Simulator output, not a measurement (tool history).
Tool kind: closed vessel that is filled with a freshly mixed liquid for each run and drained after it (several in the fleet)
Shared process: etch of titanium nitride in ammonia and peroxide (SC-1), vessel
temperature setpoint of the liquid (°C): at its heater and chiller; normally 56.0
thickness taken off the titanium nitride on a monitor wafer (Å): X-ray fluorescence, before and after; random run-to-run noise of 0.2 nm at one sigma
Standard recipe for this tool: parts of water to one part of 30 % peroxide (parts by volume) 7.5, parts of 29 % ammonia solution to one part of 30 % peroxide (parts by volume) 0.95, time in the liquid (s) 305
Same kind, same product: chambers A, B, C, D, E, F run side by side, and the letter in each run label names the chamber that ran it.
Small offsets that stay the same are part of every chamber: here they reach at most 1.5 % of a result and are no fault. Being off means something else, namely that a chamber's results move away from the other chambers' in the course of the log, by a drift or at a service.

run	hour	temperature setpoint of the liquid (°C)	parts of water to one part of 30 % peroxide (parts by volume)	parts of 29 % ammonia solution to one part of 30 % peroxide (parts by volume)	time in the liquid (s)	hours since the thermometer was replaced	hours since the ammonia flow meter was replaced	hours since the drum of ammonia solution was connected	read-back film thickness of the titanium nitride reference wafer, read on the same gauge (nm)	thickness taken off the titanium nitride on a monitor wafer (Å)
1E	5.9	56.0	7.5	0.95	305	2014.9	1665.4	106.4	80.021	461.08
2D	14.5	56.0	7.5	0.95	305	775.9	63.6	307.2	80.032	469.53
# hour 14.8: chamber A: new drum of ammonia solution connected
3A	22.4	56.0	7.5	0.95	305	547.9	536.6	7.7	80.000	463.56
4B	28.3	56.0	7.5	0.95	305	628.9	297.7	987.6	80.036	461.24
5F	33.0	56.0	7.5	0.95	305	64.6	1791.5	264.4	80.016	465.20
6C	41.1	56.0	7.5	0.95	305	1863.9	380.0	122.9	79.993	461.18
7D	46.3	56.0	7.5	0.95	305	807.7	95.4	339.0	80.002	464.21
# hour 54.1: chamber F: new drum of ammonia solution connected
8A	54.4	56.0	7.5	0.95	305	579.9	568.6	39.7	80.010	461.97
# hour 57.1: chamber D: thermometer replaced
9F	59.3	56.0	7.5	0.95	305	90.9	1817.8	5.2	79.995	463.17
10C	64.7	56.0	7.5	0.95	305	1887.5	403.6	146.5	79.957	464.27
11E	69.7	56.0	7.5	0.95	305	2078.7	1729.2	170.2	80.036	455.05
12B	74.4	50.0	7.5	0.95	305	675.0	343.8	1033.7	79.969	307.27
# hour 75.6: chamber E: thermometer replaced
13F	78.5	50.0	7.5	0.95	305	110.1	1837.0	24.4	79.969	308.08
14A	86.8	50.0	7.5	0.95	305	612.3	601.0	72.1	79.988	312.00
15E	92.6	50.0	7.5	0.95	305	17.0	1752.1	193.1	79.971	305.23
16C	96.8	50.0	7.5	0.95	305	1919.6	435.7	178.6	80.001	307.46
17B	103.5	50.0	7.5	0.95	305	704.1	372.9	1062.8	80.042	306.94
18D	109.8	56.0	7.5	0.95	305	52.7	158.9	402.5	79.972	470.79
19A	116.8	62.5	7.5	0.75	305	642.3	631.0	102.1	79.993	684.20
20C	122.6	62.5	7.5	0.75	305	1945.4	461.5	204.4	79.981	685.20
# hour 122.9: chamber E: new drum of ammonia solution connected
21E	130.1	62.5	7.5	0.75	305	54.5	1789.6	7.2	80.004	674.40
22D	136.0	62.5	7.5	0.75	305	78.9	185.1	428.7	79.984	693.10
23F	143.5	62.5	7.5	0.75	305	175.1	1902.0	89.4	80.013	686.93
24B	150.1	62.5	7.5	0.75	305	750.7	419.5	1109.4	80.009	674.76
25B	156.0	56.0	5.0	1.20	305	756.6	425.4	1115.3	79.986	567.07
26A	164.8	56.0	5.0	1.20	305	690.3	679.0	150.1	79.990	573.35
# hour 172.2: chamber D: new drum of ammonia solution connected
27F	172.7	56.0	5.0	1.20	305	204.3	1931.2	118.6	80.015	571.95
28D	177.9	56.0	5.0	1.20	305	120.8	227.0	5.8	80.039	572.48
29C	186.3	56.0	5.0	1.20	305	2009.1	525.2	268.1	79.968	572.49
# hour 189.6: chamber B: thermometer replaced
30E	193.9	56.0	5.0	1.20	305	118.3	1853.4	71.0	80.050	567.01
31F	199.0	62.0	5.0	0.95	305	230.6	1957.5	144.9	80.027	833.28
32E	206.5	62.0	5.0	0.95	305	130.9	1866.0	83.6	80.004	810.13
33A	211.3	62.0	5.0	0.95	305	736.8	725.5	196.6	80.020	829.12
34C	218.5	62.0	5.0	0.95	305	2041.3	557.4	300.3	80.010	824.49
35D	223.9	62.0	5.0	0.95	305	166.8	273.0	51.8	80.009	830.82
36B	228.1	62.0	5.0	0.95	305	38.5	497.5	1187.4	79.998	821.70
37C	233.5	56.0	7.5	0.95	305	2056.3	572.4	315.3	80.013	462.16
38A	239.7	56.0	7.5	0.95	305	765.2	753.9	225.0	80.041	465.06
39E	244.3	56.0	7.5	0.95	305	168.7	1903.8	121.4	79.976	456.94
40B	250.8	50.0	7.5	0.95	190	61.2	520.2	1210.1	80.067	193.39

All 6 chambers run these settings next. Forecast each chamber's results:
41A	257.1	61.5	7.5	0.95	305					?
41B	257.1	61.5	7.5	0.95	305					?
41C	257.1	61.5	7.5	0.95	305					?
41D	257.1	61.5	7.5	0.95	305					?
41E	257.1	61.5	7.5	0.95	305					?
41F	257.1	61.5	7.5	0.95	305					?

run	thickness taken off the titanium nitride on a monitor wafer (Å)
41A	667.72
41B	657.33
41C	667.12
41D	667.31
41E	656.36
41F	673.63

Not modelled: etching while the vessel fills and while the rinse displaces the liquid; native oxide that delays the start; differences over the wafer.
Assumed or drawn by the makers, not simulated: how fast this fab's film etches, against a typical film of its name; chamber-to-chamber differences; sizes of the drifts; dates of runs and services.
